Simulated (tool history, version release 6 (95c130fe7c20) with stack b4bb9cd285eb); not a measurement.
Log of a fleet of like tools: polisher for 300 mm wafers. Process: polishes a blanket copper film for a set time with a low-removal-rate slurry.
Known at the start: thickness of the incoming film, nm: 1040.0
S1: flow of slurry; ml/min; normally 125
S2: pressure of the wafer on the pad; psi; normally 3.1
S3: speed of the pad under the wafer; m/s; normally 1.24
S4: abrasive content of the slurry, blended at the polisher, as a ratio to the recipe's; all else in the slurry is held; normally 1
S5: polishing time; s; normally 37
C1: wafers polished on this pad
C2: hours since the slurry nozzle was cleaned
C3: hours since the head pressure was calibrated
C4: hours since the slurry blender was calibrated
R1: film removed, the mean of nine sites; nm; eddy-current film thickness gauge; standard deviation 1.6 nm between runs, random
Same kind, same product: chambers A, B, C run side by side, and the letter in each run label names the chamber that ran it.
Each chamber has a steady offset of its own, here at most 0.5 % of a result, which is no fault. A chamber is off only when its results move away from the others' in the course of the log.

At hour 1.2: chamber B: worn pad replaced by a new one.
Run 1C, hour 8.5: usual settings; C1 196; C2 617.3; C3 482.6; C4 27.1. Result: R1 120.18 nm.
Run 2A, hour 13.1: usual settings; C1 448; C2 263.1; C3 115.9; C4 108.5. Result: R1 116.23 nm.
Run 3B, hour 21.0: usual settings; C1 185; C2 152.9; C3 408.5; C4 75.0. Result: R1 118.46 nm.
Run 4C, hour 26.0: usual settings; C1 360; C2 634.8; C3 500.1; C4 44.6. Result: R1 118.27 nm.
Run 5A, hour 31.7: usual settings; C1 622; C2 281.7; C3 134.5; C4 127.1. Result: R1 117.15 nm.
Run 6B, hour 38.6: usual settings; C1 350; C2 170.5; C3 426.1; C4 92.6. Result: R1 119.56 nm.
Run 7B, hour 43.4: usual settings; C1 395; C2 175.3; C3 430.9; C4 97.4. Result: R1 119.39 nm.
Run 8A, hour 48.3: usual settings; C1 778; C2 298.3; C3 151.1; C4 143.7. Result: R1 117.39 nm.
Run 9C, hour 56.4: usual settings; C1 645; C2 665.2; C3 530.5; C4 75.0. Result: R1 114.42 nm.
At hour 56.5: chamber B: worn pad replaced by a new one.
Run 10B, hour 62.8: usual settings; C1 59; C2 194.7; C3 450.3; C4 116.8. Result: R1 120.05 nm.
Run 11C, hour 69.3: usual settings; C1 766; C2 678.1; C3 543.4; C4 87.9. Result: R1 113.39 nm.
Run 12A, hour 77.3: usual settings; C1 1049; C2 327.3; C3 180.1; C4 172.7. Result: R1 116.85 nm.
At hour 82.3: chamber C: worn pad replaced by a new one.
Run 13C, hour 84.3: usual settings; C1 19; C2 693.1; C3 558.4; C4 102.9. Result: R1 111.68 nm.
Run 14B, hour 88.4: usual settings; C1 299; C2 220.3; C3 475.9; C4 142.4. Result: R1 118.80 nm.
At hour 91.4: chamber A: worn pad replaced by a new one.
Run 15A, hour 93.2: usual settings; C1 17; C2 343.2; C3 196.0; C4 188.6. Result: R1 116.36 nm.
Run 16C, hour 100.6: usual settings; C1 172; C2 709.4; C3 574.7; C4 119.2. Result: R1 113.00 nm.
Run 17A, hour 108.9: usual settings; C1 164; C2 358.9; C3 211.7; C4 204.3. Result: R1 118.78 nm.
At hour 109.5: chamber B: worn pad replaced by a new one.
Run 18B, hour 112.6: usual settings but S3 1.56 m/s; C1 29; C2 244.5; C3 500.1; C4 166.6. Result: R1 148.58 nm.
Run 19C, hour 120.2: usual settings but S3 1.56 m/s; C1 355; C2 729.0; C3 594.3; C4 138.8. Result: R1 138.17 nm.
Run 20A, hour 128.2: usual settings but S3 1.56 m/s; C1 345; C2 378.2; C3 231.0; C4 223.6. Result: R1 144.06 nm.
Run 21B, hour 134.5: usual settings; C1 234; C2 266.4; C3 522.0; C4 188.5. Result: R1 122.73 nm.
Run 22C, hour 138.4: usual settings; C1 526; C2 747.2; C3 612.5; C4 157.0. Result: R1 107.15 nm.
Run 23A, hour 146.3: usual settings; C1 514; C2 396.3; C3 249.1; C4 241.7. Result: R1 119.30 nm.
At hour 147.6: chamber B: slurry nozzle cleaned.
Run 24B, hour 153.8: usual settings; C1 415; C2 6.2; C3 541.3; C4 207.8. Result: R1 119.92 nm.
At hour 156.6: chamber C: worn pad replaced by a new one.
Run 25B, hour 158.8: usual settings; C1 462; C2 11.2; C3 546.3; C4 212.8. Result: R1 119.90 nm.
Run 26C, hour 163.9: usual settings but S2 4.1 psi, S3 1.48 m/s; C1 69; C2 772.7; C3 638.0; C4 182.5. Result: R1 168.25 nm.
At hour 165.4: chamber B: slurry blender recalibrated.
Run 27A, hour 170.7: usual settings but S2 4.1 psi, S3 1.48 m/s; C1 743; C2 420.7; C3 273.5; C4 266.1. Result: R1 185.71 nm.
At hour 172.2: chamber B: worn pad replaced by a new one.
At hour 173.1: chamber B: head pressure recalibrated.
Run 28B, hour 177.8: usual settings but S2 4.1 psi, S3 1.48 m/s; C1 52; C2 30.2; C3 4.7; C4 12.4. Result: R1 188.63 nm.
Run 29A, hour 185.1: usual settings; C1 878; C2 435.1; C3 287.9; C4 280.5. Result: R1 117.18 nm.

Is one chamber out of step, is the gauge drifting, or do the chambers differ by no more than their own small offsets? For an off chamber, give its letter and the likeliest cause.

One chamber, C, drifts off from the rest bit by bit.
Most likely cause: head's pressure below its setpoint, % = 9.52.
With only this log, it may be confused with: slurry flow missing at the pad, %; abrasive missing from the slurry, %.

Which of the 4 candidates below, each the usual settings with something changed and its results left as question marks, puts chamber C back in line with what the other chambers give on the usual settings?
Counts as in line when no further than this from what the other chambers average on the usual settings: R1 5.60 nm
Run 30C-1, hour 191.3: usual settings but S2 2.9 psi, S3 1.16 m/s, S5 34 s. Result: R1 ?.
Run 30C-2, hour 191.3: usual settings but S1 120 ml/min, S3 1.10 m/s. Result: R1 ?.
Run 30C-3, hour 191.3: usual settings but S1 130 ml/min, S2 3.4 psi, S3 1.36 m/s. Result: R1 ?.
Run 30C-4, hour 191.3: usual settings but S2 3.4 psi. Result: R1 ?.

Usual-settings mean across the other chambers: R1 117.98 nm
  run      R1
30C-1   84.42
30C-2   92.45
30C-3  127.37
30C-4  115.30
The right change is 30C-4: it brings the chamber back within the allowed miss of the others.

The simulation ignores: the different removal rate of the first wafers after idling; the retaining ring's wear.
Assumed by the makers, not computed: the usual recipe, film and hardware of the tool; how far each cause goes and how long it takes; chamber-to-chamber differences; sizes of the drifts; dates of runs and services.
